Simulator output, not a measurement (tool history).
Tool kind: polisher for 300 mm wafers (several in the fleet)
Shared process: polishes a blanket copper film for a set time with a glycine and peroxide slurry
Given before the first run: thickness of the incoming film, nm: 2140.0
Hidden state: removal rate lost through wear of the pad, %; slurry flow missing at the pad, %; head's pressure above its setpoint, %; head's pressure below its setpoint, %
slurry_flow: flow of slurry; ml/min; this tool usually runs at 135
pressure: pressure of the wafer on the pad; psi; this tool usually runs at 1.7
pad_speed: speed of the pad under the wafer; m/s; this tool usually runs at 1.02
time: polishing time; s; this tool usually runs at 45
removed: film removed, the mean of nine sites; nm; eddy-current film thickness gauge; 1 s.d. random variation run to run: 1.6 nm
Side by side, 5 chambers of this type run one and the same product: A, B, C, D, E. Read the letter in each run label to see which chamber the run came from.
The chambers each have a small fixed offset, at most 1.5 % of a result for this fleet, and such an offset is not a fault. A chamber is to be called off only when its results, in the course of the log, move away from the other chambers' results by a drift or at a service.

run	hour	slurry_flow	pressure	pad_speed	time	wafers polished on this pad	hours since the slurry nozzle was cleaned	hours since the head pressure was calibrated	removed
# hour 0.4: chamber B: head pressure recalibrated
# hour 2.1: chamber B: worn pad replaced by a new one
1E	2.4	135	1.7	1.02	45	454	65.3	348.6	134.85
# hour 4.3: chamber C: worn pad replaced by a new one
2C	6	135	1.7	1.02	45	19	427.8	821.8	133.68
3B	9.7	135	1.7	1.02	45	87	101.9	9.3	138.3
4D	12.7	135	1.7	1.02	45	231	664.3	250.6	139.7
5A	17.8	135	1.7	1.02	45	690	77.8	35.1	134.04
6B	20.6	135	1.7	1.02	45	211	112.8	20.2	138.71
7D	25.1	135	1.7	1.02	45	372	676.7	263	138.33
8C	28	135	1.7	1.02	45	269	449.8	843.8	139.38
9A	31.5	135	1.7	1.02	45	846	91.5	48.8	136.86
10E	36	135	1.7	1.02	45	837	98.9	382.2	139.79
11C	39.8	150	1.7	0.66	45	404	461.6	855.6	102.74
12D	43.8	150	1.7	0.66	45	585	695.4	281.7	102.84
13B	47.8	150	1.7	0.66	45	521	140	47.4	104.32
# hour 50.2: chamber C: worn pad replaced by a new one
14E	51.7	150	1.7	0.66	45	1016	114.6	397.9	104.84
# hour 54.2: chamber E: worn pad replaced by a new one
15A	55	150	1.7	0.66	45	1114	115	72.3	104.01
16B	58.7	135	1.7	1.02	45	645	150.9	58.3	135.68
17D	63.7	135	1.7	1.02	45	811	715.3	301.6	139.33
18E	68.4	135	1.7	1.02	45	162	131.3	414.6	139.71
19C	71.3	135	2.2	1.02	45	240	493.1	887.1	165.57
20A	75.6	135	2.2	1.02	45	1349	135.6	92.9	165.43
# hour 77: chamber D: worn pad replaced by a new one
21B	80.6	135	2.2	1.02	45	894	172.8	80.2	166.76
# hour 82.3: chamber D: slurry nozzle cleaned
# hour 82.5: chamber B: worn pad replaced by a new one
22D	84.2	135	2.2	1.02	45	82	2	322.1	173.04
23C	87	135	2.2	1.02	45	419	508.8	902.8	168.14
24A	92.1	135	1.7	1.02	45	1536	152.1	109.4	130.42
25E	96.7	135	1.7	1.02	45	484	159.6	442.9	136.37
# hour 99.2: chamber C: worn pad replaced by a new one
26E	100.8	155	1.2	1.02	45	531	163.7	447	107.76
27C	104.3	155	1.2	1.02	45	59	526.1	920.1	108.6
28A	108.6	155	1.2	1.02	45	1724	168.6	125.9	102.7
29B	112.9	155	1.2	1.02	45	346	205.1	112.5	110.83
30D	115.9	155	1.2	1.02	45	443	33.7	353.8	111.04
31D	118.5	135	1.7	1.02	45	473	36.3	356.4	140.34
32E	122.4	135	1.7	1.02	45	777	185.3	468.6	138.9
33B	127.1	160	1.7	0.74	45	508	219.3	126.7	114.49
34A	130.2	160	1.7	0.74	45	1970	190.2	147.5	101.56
# hour 130.3: chamber E: worn pad replaced by a new one
35C	133.9	160	1.7	0.74	45	396	555.7	949.7	113.42
36B	137.6	160	1.7	0.74	45	628	229.8	137.2	113.05
37E	142.5	160	1.7	0.74	45	139	205.4	488.7	113.66

Has any chamber moved away from the others, gradually or after a service, or does the common gauge drift, or do the chambers differ only by their own small steady offsets? State the chamber and the most likely cause if one applies.

Little by little, chamber A moves away from the other chambers.
What lies behind it: removal rate lost through wear of the pad, % = 11.6.
The log might look much the same if the cause were instead: slurry flow missing at the pad, %.

Which of the 4 candidates below, each the usual settings with something changed and its results left as question marks, puts chamber A back in line with what the other chambers give on the usual settings?
In-line tolerance around the mean of the other chambers on the usual settings: removed 5.5 nm
38A-1	146.2	135	1.7	1.02	47				?
38A-2	146.2	135	1.7	1.02	51				?
38A-3	146.2	135	1.7	1.02	39				?
38A-4	146.2	135	1.7	1	44				?

Usual-settings mean across the other chambers: removed 138.09 nm
run	removed
38A-1	125.99
38A-2	136.72
38A-3	104.55
38A-4	116.25
It is 38A-2 that realigns the chamber with its peers.
